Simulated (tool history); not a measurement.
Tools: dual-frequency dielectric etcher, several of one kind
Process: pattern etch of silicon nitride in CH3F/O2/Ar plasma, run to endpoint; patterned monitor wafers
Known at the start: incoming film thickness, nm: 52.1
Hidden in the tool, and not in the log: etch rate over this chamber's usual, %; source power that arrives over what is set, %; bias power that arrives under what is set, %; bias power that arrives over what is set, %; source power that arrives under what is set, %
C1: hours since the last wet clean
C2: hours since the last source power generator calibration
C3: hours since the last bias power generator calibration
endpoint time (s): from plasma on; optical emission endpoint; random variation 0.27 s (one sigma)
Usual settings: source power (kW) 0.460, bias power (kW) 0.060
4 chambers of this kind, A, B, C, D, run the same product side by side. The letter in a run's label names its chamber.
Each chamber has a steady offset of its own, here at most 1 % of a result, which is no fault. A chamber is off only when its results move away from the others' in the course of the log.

{"run": "1A", "hour": 4.1, "source power (kW)": 0.46, "bias power (kW)": 0.06, "C1": 514.7, "C2": 282.3, "C3": 1700.3, "endpoint time (s)": 76.055}
{"run": "2C", "hour": 8.8, "source power (kW)": 0.46, "bias power (kW)": 0.06, "C1": 387.1, "C2": 225.0, "C3": 2762.8, "endpoint time (s)": 76.006}
{"run": "3B", "hour": 12.0, "source power (kW)": 0.46, "bias power (kW)": 0.06, "C1": 284.2, "C2": 469.3, "C3": 1664.3, "endpoint time (s)": 75.287}
{"run": "4D", "hour": 16.8, "source power (kW)": 0.46, "bias power (kW)": 0.06, "C1": 26.0, "C2": 861.3, "C3": 743.6, "endpoint time (s)": 75.819}
{"run": "5B", "hour": 20.2, "source power (kW)": 0.46, "bias power (kW)": 0.06, "C1": 292.4, "C2": 477.5, "C3": 1672.5, "endpoint time (s)": 75.429}
{"run": "6A", "hour": 22.8, "source power (kW)": 0.46, "bias power (kW)": 0.06, "C1": 533.4, "C2": 301.0, "C3": 1719.0, "endpoint time (s)": 76.549}
{"run": "7C", "hour": 26.7, "source power (kW)": 0.46, "bias power (kW)": 0.06, "C1": 405.0, "C2": 242.9, "C3": 2780.7, "endpoint time (s)": 76.229}
{"run": "8D", "hour": 30.7, "source power (kW)": 0.46, "bias power (kW)": 0.06, "C1": 39.9, "C2": 875.2, "C3": 757.5, "endpoint time (s)": 75.712}
{"run": "9A", "hour": 33.5, "source power (kW)": 0.46, "bias power (kW)": 0.06, "C1": 544.1, "C2": 311.7, "C3": 1729.7, "endpoint time (s)": 76.581}
{"run": "10B", "hour": 37.6, "source power (kW)": 0.46, "bias power (kW)": 0.06, "C1": 309.8, "C2": 494.9, "C3": 1689.9, "endpoint time (s)": 75.936}
{"run": "11D", "hour": 41.2, "source power (kW)": 0.46, "bias power (kW)": 0.06, "C1": 50.4, "C2": 885.7, "C3": 768.0, "endpoint time (s)": 75.676}
{"run": "12C", "hour": 43.7, "source power (kW)": 0.5, "bias power (kW)": 0.069, "C1": 422.0, "C2": 259.9, "C3": 2797.7, "endpoint time (s)": 70.518}
{"run": "13A", "hour": 47.6, "source power (kW)": 0.5, "bias power (kW)": 0.069, "C1": 558.2, "C2": 325.8, "C3": 1743.8, "endpoint time (s)": 70.431}
{"run": "14C", "hour": 50.2, "source power (kW)": 0.5, "bias power (kW)": 0.069, "C1": 428.5, "C2": 266.4, "C3": 2804.2, "endpoint time (s)": 70.407}
{"run": "15D", "hour": 55.0, "source power (kW)": 0.5, "bias power (kW)": 0.069, "C1": 64.2, "C2": 899.5, "C3": 781.8, "endpoint time (s)": 69.985}
{"run": "16B", "hour": 58.3, "source power (kW)": 0.46, "bias power (kW)": 0.06, "C1": 330.5, "C2": 515.6, "C3": 1710.6, "endpoint time (s)": 75.532}
{"run": "17D", "hour": 62.5, "source power (kW)": 0.46, "bias power (kW)": 0.06, "C1": 71.7, "C2": 907.0, "C3": 789.3, "endpoint time (s)": 75.705}
{"run": "18C", "hour": 66.1, "source power (kW)": 0.46, "bias power (kW)": 0.06, "C1": 444.4, "C2": 282.3, "C3": 2820.1, "endpoint time (s)": 75.657}
{"run": "19B", "hour": 71.2, "source power (kW)": 0.46, "bias power (kW)": 0.06, "C1": 343.4, "C2": 528.5, "C3": 1723.5, "endpoint time (s)": 75.658}
{"run": "20A", "hour": 73.7, "source power (kW)": 0.46, "bias power (kW)": 0.06, "C1": 584.3, "C2": 351.9, "C3": 1769.9, "endpoint time (s)": 76.348}
{"run": "21A", "hour": 78.7, "source power (kW)": 0.46, "bias power (kW)": 0.06, "C1": 589.3, "C2": 356.9, "C3": 1774.9, "endpoint time (s)": 76.203}
{"run": "22D", "hour": 81.4, "source power (kW)": 0.46, "bias power (kW)": 0.06, "C1": 90.6, "C2": 925.9, "C3": 808.2, "endpoint time (s)": 75.961}
{"run": "23B", "hour": 86.1, "source power (kW)": 0.46, "bias power (kW)": 0.06, "C1": 358.3, "C2": 543.4, "C3": 1738.4, "endpoint time (s)": 75.403}
{"run": "24C", "hour": 90.4, "source power (kW)": 0.46, "bias power (kW)": 0.06, "C1": 468.7, "C2": 306.6, "C3": 2844.4, "endpoint time (s)": 76.292}
{"hour": 92.1, "done": "chamber A: wet clean of the chamber"}
{"run": "25B", "hour": 94.8, "source power (kW)": 0.46, "bias power (kW)": 0.06, "C1": 367.0, "C2": 552.1, "C3": 1747.1, "endpoint time (s)": 75.443}
{"run": "26D", "hour": 98.9, "source power (kW)": 0.46, "bias power (kW)": 0.06, "C1": 108.1, "C2": 943.4, "C3": 825.7, "endpoint time (s)": 76.005}
{"run": "27C", "hour": 102.7, "source power (kW)": 0.46, "bias power (kW)": 0.06, "C1": 481.0, "C2": 318.9, "C3": 2856.7, "endpoint time (s)": 76.356}
{"run": "28A", "hour": 107.3, "source power (kW)": 0.46, "bias power (kW)": 0.06, "C1": 15.2, "C2": 385.5, "C3": 1803.5, "endpoint time (s)": 76.694}

All 4 chambers run these settings next. Forecast each chamber's results:
{"run": "29A", "hour": 111.2, "source power (kW)": 0.46, "bias power (kW)": 0.06, "endpoint time (s)": "?"}
{"run": "29B", "hour": 111.2, "source power (kW)": 0.46, "bias power (kW)": 0.06, "endpoint time (s)": "?"}
{"run": "29C", "hour": 111.2, "source power (kW)": 0.46, "bias power (kW)": 0.06, "endpoint time (s)": "?"}
{"run": "29D", "hour": 111.2, "source power (kW)": 0.46, "bias power (kW)": 0.06, "endpoint time (s)": "?"}

run=29A endpoint_time_(s)=76.729
run=29B endpoint_time_(s)=75.293
run=29C endpoint_time_(s)=76.254
run=29D endpoint_time_(s)=75.931
